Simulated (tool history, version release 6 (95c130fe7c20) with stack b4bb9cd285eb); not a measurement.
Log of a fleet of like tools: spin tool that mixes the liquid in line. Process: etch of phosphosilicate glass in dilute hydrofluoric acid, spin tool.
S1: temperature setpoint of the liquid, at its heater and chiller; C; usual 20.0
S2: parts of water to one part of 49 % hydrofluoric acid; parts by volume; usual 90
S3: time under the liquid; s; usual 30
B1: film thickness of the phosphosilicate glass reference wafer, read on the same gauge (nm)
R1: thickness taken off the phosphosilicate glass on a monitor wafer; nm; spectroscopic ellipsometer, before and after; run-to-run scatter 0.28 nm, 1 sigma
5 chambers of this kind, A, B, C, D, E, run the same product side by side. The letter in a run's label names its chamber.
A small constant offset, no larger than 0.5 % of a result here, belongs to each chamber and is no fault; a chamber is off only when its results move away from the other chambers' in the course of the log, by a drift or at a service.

Run 1C, hour 8.6: usual settings; B1 80.029. Result: R1 38.852 nm.
Run 2B, hour 16.1: usual settings; B1 80.067. Result: R1 39.349 nm.
Run 3D, hour 22.8: usual settings; B1 79.996. Result: R1 39.157 nm.
Run 4A, hour 27.9: usual settings; B1 79.995. Result: R1 39.234 nm.
Run 5E, hour 39.5: usual settings but S1 17.5 C; B1 80.003. Result: R1 35.441 nm.
Run 6E, hour 45.1: usual settings but S1 17.5 C; B1 80.015. Result: R1 35.189 nm.
Run 7A, hour 55.8: usual settings but S1 17.5 C; B1 79.959. Result: R1 35.532 nm.
Run 8D, hour 64.1: usual settings but S1 17.5 C; B1 80.031. Result: R1 35.163 nm.
Run 9C, hour 73.9: usual settings but S1 17.5 C; B1 79.992. Result: R1 34.955 nm.
Run 10B, hour 84.2: usual settings; B1 79.987. Result: R1 38.656 nm.
Run 11C, hour 91.3: usual settings; B1 79.996. Result: R1 39.049 nm.
Run 12A, hour 99.0: usual settings; B1 80.012. Result: R1 38.652 nm.
Run 13D, hour 104.2: usual settings; B1 79.994. Result: R1 39.214 nm.
Run 14B, hour 113.2: usual settings but S1 18.5 C, S2 60 parts by volume; B1 79.988. Result: R1 57.394 nm.
Run 15E, hour 119.3: usual settings but S1 18.5 C, S2 60 parts by volume; B1 80.027. Result: R1 57.840 nm.
Run 16E, hour 126.3: usual settings but S1 18.5 C, S2 60 parts by volume; B1 80.001. Result: R1 57.345 nm.
Run 17C, hour 136.9: usual settings but S1 18.5 C, S2 60 parts by volume; B1 80.002. Result: R1 56.663 nm.
Run 18A, hour 144.4: usual settings but S1 18.5 C, S2 60 parts by volume; B1 79.998. Result: R1 56.946 nm.
Run 19B, hour 152.6: usual settings; B1 79.986. Result: R1 38.415 nm.
Run 20D, hour 161.2: usual settings; B1 79.984. Result: R1 39.081 nm.
Run 21D, hour 167.1: usual settings; B1 80.032. Result: R1 39.032 nm.
Run 22A, hour 173.7: usual settings; B1 79.989. Result: R1 38.969 nm.
Run 23C, hour 185.5: usual settings; B1 79.984. Result: R1 38.648 nm.
Run 24B, hour 194.6: usual settings; B1 79.965. Result: R1 39.128 nm.
Run 25E, hour 204.7: usual settings; B1 80.000. Result: R1 39.134 nm.
Run 26D, hour 212.0: usual settings; B1 80.010. Result: R1 38.974 nm.
Run 27C, hour 217.9: usual settings; B1 79.998. Result: R1 38.444 nm.
Run 28A, hour 229.0: usual settings; B1 79.998. Result: R1 38.862 nm.
Run 29B, hour 239.6: usual settings; B1 80.010. Result: R1 38.797 nm.
Run 30E, hour 245.7: usual settings; B1 80.029. Result: R1 39.241 nm.
Run 31A, hour 253.2: usual settings; B1 79.995. Result: R1 38.571 nm.
Run 32D, hour 259.1: usual settings; B1 79.978. Result: R1 38.449 nm.
Run 33C, hour 269.2: usual settings but S3 45 s; B1 80.001. Result: R1 57.944 nm.
Run 34E, hour 278.4: usual settings but S3 45 s; B1 80.000. Result: R1 58.902 nm.
Run 35B, hour 285.3: usual settings but S3 45 s; B1 80.031. Result: R1 57.769 nm.
Run 36D, hour 295.8: usual settings but S3 45 s; B1 80.022. Result: R1 58.630 nm.
Run 37B, hour 306.0: usual settings but S3 45 s; B1 79.999. Result: R1 58.668 nm.
Run 38A, hour 315.9: usual settings but S2 50 parts by volume; B1 80.017. Result: R1 73.529 nm.
Run 39E, hour 327.0: usual settings but S2 50 parts by volume; B1 80.005. Result: R1 74.795 nm.

Is one chamber off against the others, does the gauge drift, or is nothing wrong? If a chamber is off, say which, and what the likeliest cause is.

No chamber is off and the gauge is stable; the differences are just each chamber's small, constant offset.
